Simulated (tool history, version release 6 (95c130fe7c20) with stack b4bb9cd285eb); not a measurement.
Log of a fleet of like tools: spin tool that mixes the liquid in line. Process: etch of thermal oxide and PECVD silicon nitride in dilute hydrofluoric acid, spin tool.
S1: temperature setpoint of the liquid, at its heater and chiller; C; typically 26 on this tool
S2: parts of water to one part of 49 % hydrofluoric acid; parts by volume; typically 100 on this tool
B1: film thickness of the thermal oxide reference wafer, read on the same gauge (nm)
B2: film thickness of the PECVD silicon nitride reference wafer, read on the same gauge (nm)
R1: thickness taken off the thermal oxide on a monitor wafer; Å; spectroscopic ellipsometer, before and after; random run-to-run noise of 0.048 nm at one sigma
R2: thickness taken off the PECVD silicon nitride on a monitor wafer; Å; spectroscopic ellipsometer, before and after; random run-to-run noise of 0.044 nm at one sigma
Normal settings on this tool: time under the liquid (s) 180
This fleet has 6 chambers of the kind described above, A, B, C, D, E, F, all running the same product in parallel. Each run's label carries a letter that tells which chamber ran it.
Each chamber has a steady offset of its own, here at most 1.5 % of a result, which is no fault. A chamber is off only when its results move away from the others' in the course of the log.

{"run": "1A", "day": 0.175, "S1": 26, "S2": 100, "time under the liquid (s)": 180, "B1": 89.992, "B2": 130.01, "R1": 92.808, "R2": 94.172}
{"run": "2F", "day": 0.321, "S1": 26, "S2": 100, "time under the liquid (s)": 180, "B1": 90.006, "B2": 130, "R1": 92.903, "R2": 93.224}
{"day": 0.388, "done": "chamber D: hydrofluoric acid flow meter replaced"}
{"run": "3B", "day": 0.521, "S1": 26, "S2": 100, "time under the liquid (s)": 180, "B1": 89.984, "B2": 130, "R1": 92.207, "R2": 93.417}
{"run": "4D", "day": 0.696, "S1": 26, "S2": 100, "time under the liquid (s)": 180, "B1": 89.995, "B2": 129.99, "R1": 92.38, "R2": 93.773}
{"run": "5E", "day": 0.792, "S1": 26, "S2": 75, "time under the liquid (s)": 180, "B1": 90.013, "B2": 130, "R1": 126.63, "R2": 123.22}
{"run": "6C", "day": 0.912, "S1": 26, "S2": 75, "time under the liquid (s)": 180, "B1": 89.97, "B2": 129.98, "R1": 127.54, "R2": 124.78}
{"run": "7E", "day": 1.1, "S1": 26, "S2": 75, "time under the liquid (s)": 180, "B1": 89.973, "B2": 130, "R1": 124.91, "R2": 122.18}
{"run": "8C", "day": 1.275, "S1": 26, "S2": 75, "time under the liquid (s)": 180, "B1": 90.009, "B2": 130, "R1": 126.61, "R2": 124.2}
{"run": "9B", "day": 1.4, "S1": 26, "S2": 75, "time under the liquid (s)": 180, "B1": 90.042, "B2": 130, "R1": 126.1, "R2": 123.16}
{"run": "10F", "day": 1.512, "S1": 26, "S2": 75, "time under the liquid (s)": 180, "B1": 90.018, "B2": 130, "R1": 127.4, "R2": 124.64}
{"day": 1.7, "done": "chamber A: thermometer replaced"}
{"run": "11A", "day": 1.7, "S1": 26, "S2": 100, "time under the liquid (s)": 180, "B1": 89.953, "B2": 130, "R1": 92.162, "R2": 93.835}
{"run": "12D", "day": 1.829, "S1": 22, "S2": 100, "time under the liquid (s)": 180, "B1": 89.983, "B2": 129.98, "R1": 78.328, "R2": 72.561}
{"run": "13C", "day": 1.971, "S1": 22, "S2": 100, "time under the liquid (s)": 180, "B1": 90.041, "B2": 129.99, "R1": 78.979, "R2": 71.328}
{"run": "14D", "day": 2.117, "S1": 22, "S2": 100, "time under the liquid (s)": 180, "B1": 90.023, "B2": 129.96, "R1": 78.939, "R2": 73.326}
{"run": "15B", "day": 2.308, "S1": 22, "S2": 100, "time under the liquid (s)": 180, "B1": 90.034, "B2": 129.98, "R1": 78.62, "R2": 71.506}
{"run": "16E", "day": 2.496, "S1": 22, "S2": 100, "time under the liquid (s)": 180, "B1": 90.014, "B2": 129.99, "R1": 77.791, "R2": 71.774}
{"run": "17F", "day": 2.6, "S1": 22, "S2": 100, "time under the liquid (s)": 180, "B1": 90.015, "B2": 129.99, "R1": 79.75, "R2": 71.306}
{"run": "18A", "day": 2.771, "S1": 26, "S2": 100, "time under the liquid (s)": 180, "B1": 89.961, "B2": 129.98, "R1": 92.347, "R2": 94.135}
{"run": "19D", "day": 2.862, "S1": 26, "S2": 100, "time under the liquid (s)": 180, "B1": 90.048, "B2": 129.99, "R1": 93.203, "R2": 94.957}
{"run": "20A", "day": 2.979, "S1": 26, "S2": 100, "time under the liquid (s)": 180, "B1": 89.983, "B2": 130.01, "R1": 92.622, "R2": 94.383}
{"run": "21C", "day": 3.133, "S1": 26, "S2": 100, "time under the liquid (s)": 180, "B1": 89.996, "B2": 129.98, "R1": 91.534, "R2": 93.179}
{"run": "22B", "day": 3.275, "S1": 26, "S2": 100, "time under the liquid (s)": 180, "B1": 89.981, "B2": 130, "R1": 92.713, "R2": 92.513}
{"run": "23E", "day": 3.471, "S1": 26, "S2": 100, "time under the liquid (s)": 180, "B1": 90, "B2": 130.02, "R1": 92.324, "R2": 93.279}
{"run": "24F", "day": 3.567, "S1": 26, "S2": 100, "time under the liquid (s)": 180, "B1": 90.063, "B2": 130.01, "R1": 93.41, "R2": 93.262}
{"run": "25C", "day": 3.704, "S1": 26, "S2": 100, "time under the liquid (s)": 180, "B1": 89.98, "B2": 129.98, "R1": 91.975, "R2": 92.707}
{"run": "26A", "day": 3.804, "S1": 26, "S2": 100, "time under the liquid (s)": 180, "B1": 90.032, "B2": 130, "R1": 92.614, "R2": 93.565}
{"run": "27B", "day": 3.917, "S1": 26, "S2": 100, "time under the liquid (s)": 180, "B1": 89.989, "B2": 130, "R1": 92.452, "R2": 93.828}
{"run": "28D", "day": 4.067, "S1": 29.5, "S2": 100, "time under the liquid (s)": 260, "B1": 89.974, "B2": 129.96, "R1": 153.9, "R2": 175.96}
{"run": "29F", "day": 4.188, "S1": 29.5, "S2": 100, "time under the liquid (s)": 260, "B1": 90.018, "B2": 130.02, "R1": 154.71, "R2": 169.28}
{"run": "30E", "day": 4.392, "S1": 29.5, "S2": 100, "time under the liquid (s)": 260, "B1": 89.96, "B2": 129.99, "R1": 151.52, "R2": 169.34}
{"run": "31A", "day": 4.567, "S1": 29.5, "S2": 100, "time under the liquid (s)": 260, "B1": 90.009, "B2": 129.97, "R1": 151.13, "R2": 169.88}
{"run": "32F", "day": 4.671, "S1": 29.5, "S2": 100, "time under the liquid (s)": 260, "B1": 89.959, "B2": 130.02, "R1": 153.11, "R2": 169.77}
{"run": "33B", "day": 4.779, "S1": 29.5, "S2": 100, "time under the liquid (s)": 260, "B1": 89.983, "B2": 129.99, "R1": 151.26, "R2": 168.89}
{"run": "34E", "day": 4.938, "S1": 30, "S2": 100, "time under the liquid (s)": 180, "B1": 89.954, "B2": 130.02, "R1": 106.76, "R2": 120.69}
{"run": "35D", "day": 5.104, "S1": 30, "S2": 100, "time under the liquid (s)": 180, "B1": 90.005, "B2": 130.01, "R1": 110.86, "R2": 127.28}
{"run": "36C", "day": 5.258, "S1": 30, "S2": 100, "time under the liquid (s)": 180, "B1": 89.992, "B2": 130.01, "R1": 106.67, "R2": 120.44}
{"run": "37A", "day": 5.412, "S1": 30, "S2": 100, "time under the liquid (s)": 180, "B1": 89.967, "B2": 130, "R1": 108.03, "R2": 120.21}
{"run": "38D", "day": 5.512, "S1": 30, "S2": 100, "time under the liquid (s)": 180, "B1": 90.02, "B2": 129.97, "R1": 110.57, "R2": 127.93}
{"run": "39E", "day": 5.629, "S1": 30, "S2": 100, "time under the liquid (s)": 180, "B1": 90.007, "B2": 130.02, "R1": 107.15, "R2": 120.94}
{"run": "40B", "day": 5.729, "S1": 26, "S2": 100, "time under the liquid (s)": 180, "B1": 89.998, "B2": 129.98, "R1": 92.6, "R2": 93.001}
{"run": "41C", "day": 5.846, "S1": 26, "S2": 100, "time under the liquid (s)": 180, "B1": 90.053, "B2": 129.98, "R1": 91.631, "R2": 92.423}
{"run": "42F", "day": 5.975, "S1": 26, "S2": 100, "time under the liquid (s)": 180, "B1": 90.02, "B2": 130.01, "R1": 93.588, "R2": 92.903}

Decide between three cases: one chamber stands off from its peers, the gauge reading all wafers drifts, or nothing is wrong past each chamber's small offset. Where a chamber is off, say which and what most likely put it there.

It is chamber D that slowly wanders off from its peers.
What lies behind it: liquid hotter than its thermometer reads (K) = 0.965.

Below are 4 candidate recipes for chamber D's next run, each the usual settings with a change, their results shown as question marks. Which of them brings D's results back in line with what the other chambers give on the usual settings?
In-line tolerance around the mean of the other chambers on the usual settings: R1 1.7 Å; R2 1.5 Å
{"run": "43D-1", "day": 6.121, "S1": 25.5, "S2": 100, "time under the liquid (s)": 180, "R1": "?", "R2": "?"}
{"run": "43D-2", "day": 6.121, "S1": 26.5, "S2": 100, "time under the liquid (s)": 180, "R1": "?", "R2": "?"}
{"run": "43D-3", "day": 6.121, "S1": 24.5, "S2": 95, "time under the liquid (s)": 175, "R1": "?", "R2": "?"}
{"run": "43D-4", "day": 6.121, "S1": 27.5, "S2": 105, "time under the liquid (s)": 185, "R1": "?", "R2": "?"}

On the usual settings, the other chambers give on average: R1 92.224 Å; R2 93.281 Å
run=43D-1 R1=93.383 R2=97.036
run=43D-2 R1=97.091 R2=103.55
run=43D-3 R1=92.508 R2=93.028
run=43D-4 R1=98.069 R2=108.03
With 43D-3, the chamber falls back in line with the rest.
